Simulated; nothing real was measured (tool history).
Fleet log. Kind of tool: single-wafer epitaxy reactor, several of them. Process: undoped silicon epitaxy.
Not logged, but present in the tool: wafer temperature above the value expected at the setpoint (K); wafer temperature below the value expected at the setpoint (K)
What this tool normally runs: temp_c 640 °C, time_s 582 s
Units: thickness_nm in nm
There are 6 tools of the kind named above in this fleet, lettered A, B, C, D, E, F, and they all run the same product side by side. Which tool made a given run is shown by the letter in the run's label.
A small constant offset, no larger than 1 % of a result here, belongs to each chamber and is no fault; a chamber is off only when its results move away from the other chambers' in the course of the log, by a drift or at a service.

run	hour	temp_c	time_s	hours since the last pyrometer calibration	read-back reference wafer on the same gauge, thickness_nm	thickness_nm
1C	5.3	640	582	903.6	66.506	78.247
2D	12.3	640	582	551.8	66.493	78.890
3A	20.5	640	582	163.8	66.523	78.993
4F	26.2	640	582	276.4	66.558	78.753
5B	29.9	650	670	1343.7	66.534	112.400
6E	33.9	650	670	128.2	66.548	113.160
7C	40.4	650	670	938.7	66.571	112.780
8E	44.6	650	670	138.9	66.569	113.330
9D	48.3	650	670	587.8	66.577	112.450
10A	55.7	650	670	199.0	66.577	112.870
11F	63.6	640	582	313.8	66.598	78.818
12B	69.2	640	582	1383.0	66.589	78.822
13A	73.6	640	582	216.9	66.630	78.929
14F	81.2	640	582	331.4	66.632	78.945
15D	85.3	640	582	624.8	66.664	78.667
16E	91.5	640	582	185.8	66.656	79.262
17B	97.1	640	582	1410.9	66.666	78.719
18C	105.3	630	490	1003.6	66.652	52.655
19A	109.8	630	490	253.1	66.676	53.199
20D	114.6	630	490	654.1	66.712	53.515
21F	122.2	630	490	372.4	66.698	53.034
22B	126.4	630	490	1440.2	66.671	53.243
23E	133.3	630	490	227.6	66.710	53.306
24C	138.2	634	496	1036.5	66.734	58.469
25E	144.9	634	496	239.2	66.704	59.013
26C	152.9	634	496	1051.2	66.755	58.496
27B	157.0	634	496	1470.8	66.791	59.121
28D	161.6	634	496	701.1	66.774	58.912
29F	169.7	634	496	419.9	66.772	58.954
30A	177.6	640	582	320.9	66.793	78.975
31F	183.2	640	582	433.4	66.844	79.170
32D	190.6	640	582	730.1	66.802	79.124
33E	196.7	640	582	291.0	66.833	79.023
34A	204.2	640	582	347.5	66.837	79.184
35B	209.3	640	582	1523.1	66.822	79.082
36C	214.6	640	582	1112.9	66.827	78.823
37C	218.2	640	582	1116.5	66.854	78.945
38F	223.9	640	582	474.1	66.852	79.284
39D	229.6	640	582	769.1	66.884	79.240
40A	235.3	640	582	378.6	66.882	78.915
41B	239.4	640	582	1553.2	66.907	79.338
42E	245.8	640	582	340.1	66.915	79.393
43E	254.1	640	582	348.4	66.944	79.230
44C	259.2	640	582	1157.5	66.915	78.949

Predict what each chamber gives when all 6 of them run the settings below next.
45A	265.2	650	582			?
45B	265.2	650	582			?
45C	265.2	650	582			?
45D	265.2	650	582			?
45E	265.2	650	582			?
45F	265.2	650	582			?

run	thickness_nm
45A	98.504
45B	98.836
45C	98.601
45D	98.480
45E	98.659
45F	98.838
